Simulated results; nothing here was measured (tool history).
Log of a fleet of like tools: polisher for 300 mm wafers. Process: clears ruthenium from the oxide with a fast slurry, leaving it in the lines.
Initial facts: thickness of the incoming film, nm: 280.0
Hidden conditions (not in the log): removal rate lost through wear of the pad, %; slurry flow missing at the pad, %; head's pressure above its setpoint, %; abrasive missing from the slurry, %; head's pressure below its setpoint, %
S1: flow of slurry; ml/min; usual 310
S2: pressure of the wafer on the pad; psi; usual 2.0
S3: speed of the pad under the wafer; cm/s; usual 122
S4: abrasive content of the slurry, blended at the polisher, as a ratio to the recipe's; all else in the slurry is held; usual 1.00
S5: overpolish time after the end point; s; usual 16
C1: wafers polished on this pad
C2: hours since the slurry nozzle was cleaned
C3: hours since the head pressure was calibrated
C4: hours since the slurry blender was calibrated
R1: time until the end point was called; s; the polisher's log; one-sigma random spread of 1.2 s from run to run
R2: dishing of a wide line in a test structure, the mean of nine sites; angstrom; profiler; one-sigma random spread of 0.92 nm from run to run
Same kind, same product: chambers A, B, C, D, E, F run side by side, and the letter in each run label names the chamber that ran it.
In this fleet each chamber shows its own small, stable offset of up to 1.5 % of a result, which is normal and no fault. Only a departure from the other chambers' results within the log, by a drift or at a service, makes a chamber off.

run,hour,S1,S2,S3,S4,S5,C1,C2,C3,C4,R1,R2
# hour 2.6: chamber A: head pressure recalibrated
1A,4.9,310,2.0,122,1.00,16,256,132.1,2.3,20.9,73.437,499.30
2C,11.4,310,2.0,122,1.00,16,197,527.0,867.7,12.6,75.799,489.67
3D,16.1,310,2.0,122,1.00,16,291,136.7,66.7,115.8,72.049,478.76
4F,20.9,310,2.0,122,1.00,16,1363,656.8,449.6,231.6,75.822,469.94
5E,24.7,310,2.0,122,1.00,16,521,440.5,87.8,95.4,73.871,490.58
6B,27.8,310,2.0,122,1.00,16,364,350.1,1119.5,134.0,76.827,492.70
7A,33.9,310,2.0,122,1.00,16,536,161.1,31.3,49.9,73.619,470.34
8B,39.7,310,2.0,122,1.00,16,479,362.0,1131.4,145.9,77.625,477.11
# hour 41.3: chamber A: worn pad replaced by a new one
9E,43.6,310,2.0,122,1.00,16,704,459.4,106.7,114.3,75.381,493.98
# hour 44.4: chamber F: worn pad replaced by a new one
10D,49.1,310,2.0,122,1.00,16,610,169.7,99.7,148.8,74.739,486.11
11C,52.9,310,2.0,122,1.00,16,598,568.5,909.2,54.1,73.893,495.86
12F,59.1,310,2.0,122,1.00,16,142,695.0,487.8,269.8,75.249,491.94
# hour 60.6: chamber F: slurry blender recalibrated
13D,65.6,310,2.0,122,1.00,16,770,186.2,116.2,165.3,72.899,473.42
14C,70.5,310,2.0,122,1.00,16,768,586.1,926.8,71.7,76.641,468.07
# hour 73.2: chamber D: slurry blender recalibrated
# hour 73.7: chamber B: worn pad replaced by a new one
15F,74.7,310,2.0,122,1.00,16,293,710.6,503.4,14.2,78.367,484.89
# hour 75.7: chamber C: worn pad replaced by a new one
# hour 77.1: chamber D: worn pad replaced by a new one
16E,79.8,310,2.0,122,1.00,16,1055,495.6,142.9,150.5,75.724,457.38
17A,84.5,310,2.0,122,1.00,16,417,211.7,81.9,100.5,73.861,491.93
18B,90.8,310,2.0,122,1.00,16,165,413.1,1182.5,197.0,81.765,453.10
# hour 93.2: chamber E: worn pad replaced by a new one
19B,94.7,310,2.0,122,1.00,16,203,417.0,1186.4,200.9,80.886,469.74
# hour 96.6: chamber E: slurry blender recalibrated
20C,99.9,310,2.0,122,1.00,16,234,615.5,956.2,101.1,77.302,493.33
21E,103.7,310,2.0,122,1.25,16,102,519.5,166.8,7.2,67.186,518.70
# hour 104.5: chamber D: slurry nozzle cleaned
22D,108.6,310,2.0,122,1.25,16,304,4.2,159.2,35.5,67.728,546.51
# hour 112.5: chamber A: worn pad replaced by a new one
23F,113.0,310,2.0,122,1.25,16,663,748.9,541.7,52.5,70.404,540.90
# hour 114.9: chamber F: slurry nozzle cleaned
24A,119.4,310,2.0,122,1.25,16,67,246.6,116.8,135.4,67.140,551.54
25A,123.5,310,2.0,122,1.25,16,106,250.7,120.9,139.5,69.199,532.90
26F,127.4,310,2.0,122,1.25,16,803,12.6,556.1,66.9,67.608,529.30
27E,131.8,215,2.0,122,1.00,16,374,547.6,194.9,35.3,78.278,458.21
28B,135.9,215,2.0,122,1.00,16,602,458.2,1227.6,242.1,84.921,432.58
29D,141.4,215,2.0,122,1.00,16,622,37.0,192.0,68.3,77.242,464.92
# hour 146.0: chamber F: head pressure recalibrated
30C,146.9,215,2.0,122,1.00,16,689,662.5,1003.2,148.1,78.361,471.18
31C,149.8,215,2.0,122,1.00,16,717,665.4,1006.1,151.0,80.918,454.15
32E,153.1,215,2.0,122,1.00,16,580,568.9,216.2,56.6,80.404,455.67
# hour 156.3: chamber B: worn pad replaced by a new one
33F,157.4,310,2.0,122,1.00,16,1093,42.6,11.5,96.9,77.805,498.04
34A,163.8,310,2.0,122,1.00,16,496,291.0,161.2,179.8,74.967,468.33
35B,167.2,310,2.0,122,1.00,16,105,489.5,1258.9,273.4,83.769,436.30
36D,172.1,310,2.0,122,1.00,16,919,67.7,222.7,99.0,74.815,480.38

Does one chamber stand apart from the rest, does the shared gauge drift, or is all well apart from small per-chamber offsets? Give the chamber and the most likely cause, where there is one.

Little by little, chamber B moves away from the other chambers.
Most likely cause: abrasive missing from the slurry, % = 20.3.
With only this log, it may be confused with: head's pressure below its setpoint, %.

Chamber B could run next with any of the 4 candidate recipes listed below; each alters the usual settings, and their results appear as question marks. Which one brings its results back in line with what the other chambers deliver on the usual settings?
In line means no further than this from the other chambers' mean on the usual settings: R1 4.200 s; R2 32.00 angstrom
37B-1,176.8,310,2.1,130,1.05,16,,,,,?,?
37B-2,176.8,310,2.0,124,1.00,16,,,,,?,?
37B-3,176.8,310,1.9,114,0.95,16,,,,,?,?
37B-4,176.8,310,2.0,120,1.00,16,,,,,?,?

Usual-settings mean across the other chambers: R1 74.941 s; R2 486.94 angstrom
run,R1,R2
37B-1,73.707,498.44
37B-2,83.029,448.11
37B-3,97.396,387.72
37B-4,85.754,435.26
The answer is 37B-1, which returns the chamber to within the allowed miss of the others.

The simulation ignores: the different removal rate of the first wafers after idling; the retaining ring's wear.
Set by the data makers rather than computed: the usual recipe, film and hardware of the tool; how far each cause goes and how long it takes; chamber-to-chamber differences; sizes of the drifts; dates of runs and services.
